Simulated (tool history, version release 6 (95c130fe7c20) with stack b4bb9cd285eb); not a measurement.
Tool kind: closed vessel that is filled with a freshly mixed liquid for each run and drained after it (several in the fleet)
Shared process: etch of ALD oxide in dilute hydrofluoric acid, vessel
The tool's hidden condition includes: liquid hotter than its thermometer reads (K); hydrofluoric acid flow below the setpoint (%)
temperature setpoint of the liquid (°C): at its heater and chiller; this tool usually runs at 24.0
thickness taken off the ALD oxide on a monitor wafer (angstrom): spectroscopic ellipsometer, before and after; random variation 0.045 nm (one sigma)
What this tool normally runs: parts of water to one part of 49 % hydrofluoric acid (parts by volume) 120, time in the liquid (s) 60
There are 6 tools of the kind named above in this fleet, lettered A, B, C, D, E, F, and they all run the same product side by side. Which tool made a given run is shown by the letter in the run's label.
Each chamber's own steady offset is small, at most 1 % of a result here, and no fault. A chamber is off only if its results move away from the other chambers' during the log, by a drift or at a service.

run,day,temperature setpoint of the liquid (°C),parts of water to one part of 49 % hydrofluoric acid (parts by volume),time in the liquid (s),hours since the thermometer was replaced,hours since the hydrofluoric acid flow meter was replaced,"read-back film thickness of the ALD oxide reference wafer, read on the same gauge (nm)",thickness taken off the ALD oxide on a monitor wafer (angstrom)
1E,0.217,24.0,120,60,1190.4,1831.4,89.995,48.553
2A,0.458,24.0,120,60,1374.3,706.8,90.013,47.285
3D,0.646,24.0,120,60,276.0,1338.2,90.005,47.253
4C,0.888,24.0,120,60,838.5,752.5,90.015,46.859
5F,1.008,24.0,120,60,107.0,412.6,90.017,47.662
6B,1.129,24.0,85,60,3240.9,485.5,89.997,70.612
7C,1.279,24.0,85,60,847.9,761.9,89.987,69.839
8B,1.488,24.0,85,60,3249.5,494.1,90.000,70.621
9E,1.658,24.0,85,60,1225.0,1866.0,89.998,71.064
10A,1.796,24.0,85,60,1406.4,738.9,90.025,71.497
11F,1.933,24.0,85,60,129.2,434.8,90.002,69.324
12D,2.058,24.0,120,60,309.9,1372.1,90.006,46.991
13F,2.304,24.0,120,60,138.1,443.7,89.963,46.261
14B,2.412,24.0,120,60,3271.7,516.3,90.013,49.007
15A,2.571,24.0,120,60,1425.0,757.5,90.028,48.206
16E,2.758,24.0,120,60,1251.4,1892.4,89.988,47.654
17C,2.904,24.0,120,60,886.9,800.9,90.034,47.829
18D,3.096,24.0,140,60,334.8,1397.0,89.960,40.821
# day 3.150: chamber B: thermometer replaced
19A,3.271,24.0,140,60,1441.8,774.3,90.005,39.532
20E,3.404,24.0,140,60,1266.9,1907.9,90.001,40.275
21C,3.533,24.0,140,60,902.0,816.0,90.020,40.221
22F,3.675,24.0,140,60,171.0,476.6,90.014,37.505
23D,3.883,24.0,140,60,353.7,1415.9,89.996,40.139
24B,4.075,24.0,120,60,22.2,556.2,90.007,48.665
25E,4.217,20.5,120,50,1286.4,1927.4,89.986,34.842
26F,4.392,20.5,120,50,188.2,493.8,90.000,32.076
27A,4.596,20.5,120,50,1473.6,806.1,90.029,34.680
28D,4.721,20.5,120,50,373.8,1436.0,90.000,34.635
29B,4.850,20.5,120,50,40.8,574.8,89.991,34.115
30C,5.092,20.5,120,50,939.4,853.4,90.026,34.547
31B,5.250,24.0,120,60,50.4,584.4,90.013,48.131
32C,5.454,24.0,120,60,948.1,862.1,90.016,48.370
33D,5.629,25.5,120,80,395.6,1457.8,89.980,68.262
34A,5.800,25.5,120,80,1502.5,835.0,90.000,67.425
35E,5.917,25.5,120,80,1327.2,1968.2,90.010,68.486
36F,6.029,25.5,120,80,227.5,533.1,90.027,60.693

Which is it: a chamber that has drifted or been left off by a service, a gauge drift common to all chambers, or only each chamber's usual small offset? If a chamber is off, name it and its likeliest cause.

It is chamber F that slowly wanders off from its peers.
Likeliest cause: hydrofluoric acid flow below the setpoint (%) = 9.48.
With only this log, it may be confused with: liquid colder than its thermometer reads (K).

Below are 4 candidate recipes for chamber F's next run, each the usual settings with a change, their results shown as question marks. Which of them brings F's results back in line with what the other chambers give on the usual settings?
A result is in line if it is within this distance of the other chambers' mean on the usual settings: thickness taken off the ALD oxide on a monitor wafer (angstrom) 1.600
37F-1,6.208,24.0,125,60,,,,?
37F-2,6.208,23.5,120,55,,,,?
37F-3,6.208,24.0,115,60,,,,?
37F-4,6.208,27.0,120,60,,,,?

Average result of the remaining chambers running the usual settings: thickness taken off the ALD oxide on a monitor wafer (angstrom) 47.777
run,thickness taken off the ALD oxide on a monitor wafer (angstrom)
37F-1,40.753
37F-2,38.406
37F-3,44.893
37F-4,47.986
With 37F-4, the chamber falls back in line with the rest.

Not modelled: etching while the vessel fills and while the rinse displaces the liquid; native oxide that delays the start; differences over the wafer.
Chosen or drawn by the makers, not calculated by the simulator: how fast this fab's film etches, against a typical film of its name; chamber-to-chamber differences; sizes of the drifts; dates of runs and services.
